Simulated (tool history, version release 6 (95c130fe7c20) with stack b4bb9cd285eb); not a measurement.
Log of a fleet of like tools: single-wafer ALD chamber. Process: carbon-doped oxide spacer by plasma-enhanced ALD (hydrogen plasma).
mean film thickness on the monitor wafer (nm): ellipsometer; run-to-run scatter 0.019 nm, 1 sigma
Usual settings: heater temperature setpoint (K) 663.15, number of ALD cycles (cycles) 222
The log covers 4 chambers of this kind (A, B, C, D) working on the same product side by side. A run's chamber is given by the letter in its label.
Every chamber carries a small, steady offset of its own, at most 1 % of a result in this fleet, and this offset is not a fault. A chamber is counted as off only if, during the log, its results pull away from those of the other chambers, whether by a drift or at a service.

run	hour	heater temperature setpoint (K)	number of ALD cycles (cycles)	read-back reference wafer on the same gauge, thickness_nm	mean film thickness on the monitor wafer (nm)
1D	8.8	663.15	222	9.1011	11.1670
2B	16.0	663.15	222	9.1071	10.9950
3C	20.9	663.15	222	9.1097	11.1300
# hour 23.5: chamber B: thermocouple changed; heater temperature recalibrated
4A	29.3	663.15	222	9.1079	11.0700
5A	36.8	663.15	222	9.1089	11.0750
6D	44.1	663.15	222	9.1120	11.1860
7C	52.5	663.15	222	9.1173	11.1290
8B	58.2	672.15	254	9.1203	12.5720
9C	65.5	672.15	254	9.1156	12.7490
10A	75.5	672.15	254	9.1230	12.6720
11D	82.4	672.15	254	9.1239	12.8120
12B	89.6	663.15	222	9.1234	10.9930
13C	95.1	663.15	222	9.1265	11.1330
14A	101.2	663.15	222	9.1261	11.0800
15D	109.7	663.15	222	9.1294	11.2580
16B	118.5	663.15	201	9.1357	9.9500
17D	124.7	663.15	201	9.1330	10.1560
18C	130.9	663.15	201	9.1367	10.0810
19A	137.0	663.15	201	9.1364	10.0600
20B	141.5	650.15	222	9.1433	11.0470
21A	146.9	650.15	222	9.1429	11.1000
22C	153.8	650.15	222	9.1438	11.1790
23D	160.4	650.15	222	9.1439	11.2020
24B	165.1	663.15	222	9.1484	11.0590
25C	174.4	663.15	222	9.1491	11.1690
26A	182.6	663.15	222	9.1509	11.1210
27B	189.6	663.15	222	9.1536	11.0610
28D	195.1	671.15	187	9.1548	9.4735
29D	204.4	671.15	187	9.1561	9.4974
30A	213.8	671.15	187	9.1594	9.3525
31B	222.7	671.15	187	9.1586	9.3149

What goes on in this fleet: one chamber off, a drifting gauge, or nothing beyond the chambers' own small offsets? Name the chamber and the cause, if any.

It is the gauge, not a chamber: its drift shows up in every chamber's results at once, and no chamber is off.
What lies behind it: gauge reads high (%) = 0.707.
